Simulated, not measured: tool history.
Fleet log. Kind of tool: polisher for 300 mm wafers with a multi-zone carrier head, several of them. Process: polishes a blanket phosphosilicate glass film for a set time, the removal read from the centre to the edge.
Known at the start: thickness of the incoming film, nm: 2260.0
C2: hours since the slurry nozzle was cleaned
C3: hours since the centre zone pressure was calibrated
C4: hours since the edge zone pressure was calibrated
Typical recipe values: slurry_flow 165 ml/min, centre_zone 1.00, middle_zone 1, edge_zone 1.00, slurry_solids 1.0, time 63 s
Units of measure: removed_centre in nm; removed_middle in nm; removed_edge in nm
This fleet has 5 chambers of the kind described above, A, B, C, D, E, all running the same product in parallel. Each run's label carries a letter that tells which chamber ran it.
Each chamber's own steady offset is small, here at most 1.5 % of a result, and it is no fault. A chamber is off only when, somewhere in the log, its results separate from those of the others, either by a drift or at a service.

Run 1D, hour 6.6: usual settings; wafers polished on this pad 174; C2 121.0; C3 136.6; C4 429.9. Result: removed_centre 855.29 nm, removed_middle 855.65 nm, removed_edge 864.07 nm.
Run 2B, hour 13.6: usual settings; wafers polished on this pad 970; C2 47.7; C3 146.6; C4 95.2. Result: removed_centre 849.23 nm, removed_middle 862.13 nm, removed_edge 847.87 nm.
At hour 21.1: chamber E: worn pad replaced by a new one.
Run 3C, hour 24.9: usual settings; wafers polished on this pad 801; C2 606.2; C3 1061.4; C4 216.6. Result: removed_centre 862.77 nm, removed_middle 868.66 nm, removed_edge 851.68 nm.
At hour 27.4: chamber B: worn pad replaced by a new one.
Run 4A, hour 32.0: usual settings; wafers polished on this pad 402; C2 494.1; C3 235.4; C4 484.7. Result: removed_centre 844.83 nm, removed_middle 856.57 nm, removed_edge 856.97 nm.
Run 5E, hour 37.8: usual settings; wafers polished on this pad 127; C2 164.6; C3 42.2; C4 46.0. Result: removed_centre 861.21 nm, removed_middle 852.17 nm, removed_edge 860.49 nm.
At hour 42.3: chamber D: worn pad replaced by a new one.
Run 6D, hour 49.8: usual settings; wafers polished on this pad 57; C2 164.2; C3 179.8; C4 473.1. Result: removed_centre 853.24 nm, removed_middle 861.60 nm, removed_edge 848.45 nm.
At hour 54.3: chamber D: edge zone pressure recalibrated.
Run 7E, hour 59.1: usual settings; wafers polished on this pad 288; C2 185.9; C3 63.5; C4 67.3. Result: removed_centre 866.84 nm, removed_middle 860.49 nm, removed_edge 856.38 nm.
At hour 70.0: chamber C: worn pad replaced by a new one.
Run 8C, hour 71.1: usual settings; wafers polished on this pad 8; C2 652.4; C3 1107.6; C4 262.8. Result: removed_centre 851.07 nm, removed_middle 854.47 nm, removed_edge 862.62 nm.
At hour 71.5: chamber A: worn pad replaced by a new one.
At hour 72.5: chamber C: centre zone pressure recalibrated.
Run 9B, hour 80.7: usual settings; wafers polished on this pad 404; C2 114.8; C3 213.7; C4 162.3. Result: removed_centre 862.21 nm, removed_middle 858.59 nm, removed_edge 860.75 nm.
At hour 83.1: chamber E: worn pad replaced by a new one.
Run 10A, hour 91.6: usual settings; wafers polished on this pad 152; C2 553.7; C3 295.0; C4 544.3. Result: removed_centre 853.06 nm, removed_middle 846.17 nm, removed_edge 845.22 nm.
Run 11C, hour 98.1: usual settings; wafers polished on this pad 213; C2 679.4; C3 25.7; C4 289.8. Result: removed_centre 859.56 nm, removed_middle 867.70 nm, removed_edge 858.71 nm.
At hour 105.6: chamber D: worn pad replaced by a new one.
Run 12A, hour 109.7: usual settings; wafers polished on this pad 289; C2 571.8; C3 313.1; C4 562.4. Result: removed_centre 856.36 nm, removed_middle 852.14 nm, removed_edge 866.34 nm.
Run 13D, hour 119.2: usual settings; wafers polished on this pad 103; C2 233.6; C3 249.2; C4 64.9. Result: removed_centre 850.57 nm, removed_middle 861.54 nm, removed_edge 837.94 nm.
Run 14E, hour 126.0: usual settings; wafers polished on this pad 325; C2 252.8; C3 130.4; C4 134.2. Result: removed_centre 859.63 nm, removed_middle 847.44 nm, removed_edge 875.27 nm.
Run 15B, hour 136.2: usual settings but slurry_flow 135 ml/min, time 44 s; wafers polished on this pad 824; C2 170.3; C3 269.2; C4 217.8. Result: removed_centre 580.92 nm, removed_middle 577.38 nm, removed_edge 587.93 nm.
At hour 144.7: chamber A: worn pad replaced by a new one.
Run 16C, hour 148.3: usual settings but slurry_flow 135 ml/min, time 44 s; wafers polished on this pad 593; C2 729.6; C3 75.9; C4 340.0. Result: removed_centre 568.70 nm, removed_middle 587.61 nm, removed_edge 578.87 nm.
At hour 153.7: chamber E: worn pad replaced by a new one.
Run 17B, hour 153.9: usual settings but slurry_flow 135 ml/min, time 44 s; wafers polished on this pad 959; C2 188.0; C3 286.9; C4 235.5. Result: removed_centre 577.32 nm, removed_middle 579.87 nm, removed_edge 582.37 nm.
Run 18A, hour 160.5: usual settings but slurry_flow 135 ml/min, time 44 s; wafers polished on this pad 120; C2 622.6; C3 363.9; C4 613.2. Result: removed_centre 567.28 nm, removed_middle 576.80 nm, removed_edge 581.52 nm.
At hour 162.9: chamber D: slurry nozzle cleaned.
At hour 170.0: chamber D: worn pad replaced by a new one.
Run 19E, hour 172.7: usual settings but slurry_flow 135 ml/min, time 44 s; wafers polished on this pad 144; C2 299.5; C3 177.1; C4 180.9. Result: removed_centre 571.49 nm, removed_middle 581.15 nm, removed_edge 587.57 nm.
At hour 173.5: chamber A: centre zone pressure recalibrated.
At hour 181.0: chamber B: worn pad replaced by a new one.
Run 20D, hour 185.1: usual settings; wafers polished on this pad 115; C2 22.2; C3 315.1; C4 130.8. Result: removed_centre 850.27 nm, removed_middle 851.56 nm, removed_edge 859.15 nm.
Run 21D, hour 192.5: usual settings; wafers polished on this pad 171; C2 29.6; C3 322.5; C4 138.2. Result: removed_centre 855.81 nm, removed_middle 844.72 nm, removed_edge 862.96 nm.
Run 22C, hour 200.5: usual settings but slurry_flow 205 ml/min, centre_zone 0.90; wafers polished on this pad 989; C2 781.8; C3 128.1; C4 392.2. Result: removed_centre 796.31 nm, removed_middle 887.44 nm, removed_edge 882.64 nm.
At hour 209.3: chamber A: edge zone pressure recalibrated.
Run 23A, hour 209.6: usual settings but slurry_flow 205 ml/min, centre_zone 0.90; wafers polished on this pad 492; C2 671.7; C3 36.2; C4 0.4. Result: removed_centre 785.78 nm, removed_middle 878.18 nm, removed_edge 874.59 nm.
At hour 211.9: chamber C: worn pad replaced by a new one.
At hour 214.5: chamber E: worn pad replaced by a new one.
Run 24E, hour 220.2: usual settings but slurry_flow 205 ml/min, centre_zone 0.90; wafers polished on this pad 43; C2 347.0; C3 224.6; C4 228.4. Result: removed_centre 790.74 nm, removed_middle 886.42 nm, removed_edge 886.62 nm.
At hour 221.9: chamber A: worn pad replaced by a new one.
At hour 231.7: chamber D: worn pad replaced by a new one.
Run 25B, hour 231.7: usual settings but slurry_flow 205 ml/min, centre_zone 0.90; wafers polished on this pad 384; C2 265.8; C3 364.7; C4 313.3. Result: removed_centre 793.20 nm, removed_middle 898.07 nm, removed_edge 886.08 nm.
Run 26E, hour 239.0: usual settings but slurry_flow 205 ml/min, centre_zone 0.90; wafers polished on this pad 186; C2 365.8; C3 243.4; C4 247.2. Result: removed_centre 793.98 nm, removed_middle 884.76 nm, removed_edge 895.72 nm.
Run 27C, hour 248.8: usual settings but centre_zone 0.95, edge_zone 1.11; wafers polished on this pad 280; C2 830.1; C3 176.4; C4 440.5. Result: removed_centre 814.64 nm, removed_middle 862.83 nm, removed_edge 922.10 nm.
Run 28D, hour 258.3: usual settings but centre_zone 0.95, edge_zone 1.11; wafers polished on this pad 202; C2 95.4; C3 388.3; C4 204.0. Result: removed_centre 809.89 nm, removed_middle 857.24 nm, removed_edge 900.71 nm.
Run 29A, hour 265.6: usual settings but centre_zone 0.95, edge_zone 1.11; wafers polished on this pad 331; C2 727.7; C3 92.2; C4 56.4. Result: removed_centre 819.84 nm, removed_middle 857.29 nm, removed_edge 900.54 nm.
At hour 269.0: chamber B: edge zone pressure recalibrated.
Run 30B, hour 274.7: usual settings but centre_zone 0.95, edge_zone 1.11; wafers polished on this pad 710; C2 308.8; C3 407.7; C4 5.7. Result: removed_centre 812.20 nm, removed_middle 858.32 nm, removed_edge 907.43 nm.
At hour 282.2: chamber E: worn pad replaced by a new one.
Run 31A, hour 287.4: usual settings but centre_zone 0.95, edge_zone 1.11; wafers polished on this pad 496; C2 749.5; C3 114.0; C4 78.2. Result: removed_centre 816.36 nm, removed_middle 852.29 nm, removed_edge 898.83 nm.
At hour 292.2: chamber D: worn pad replaced by a new one.
Run 32E, hour 293.6: usual settings; wafers polished on this pad 87; C2 420.4; C3 298.0; C4 301.8. Result: removed_centre 863.35 nm, removed_middle 853.40 nm, removed_edge 851.85 nm.
Run 33D, hour 305.7: usual settings; wafers polished on this pad 102; C2 142.8; C3 435.7; C4 251.4. Result: removed_centre 854.24 nm, removed_middle 861.42 nm, removed_edge 843.60 nm.
Run 34B, hour 318.2: usual settings but slurry_solids 0.8; wafers polished on this pad 1040; C2 352.3; C3 451.2; C4 49.2. Result: removed_centre 768.68 nm, removed_middle 773.45 nm, removed_edge 760.73 nm.

Decide between three cases: one chamber stands off from its peers, the gauge reading all wafers drifts, or nothing is wrong past each chamber's small offset. Where a chamber is off, say which and what most likely put it there.

No chamber stands off beyond its own small offset, and the gauge holds steady.

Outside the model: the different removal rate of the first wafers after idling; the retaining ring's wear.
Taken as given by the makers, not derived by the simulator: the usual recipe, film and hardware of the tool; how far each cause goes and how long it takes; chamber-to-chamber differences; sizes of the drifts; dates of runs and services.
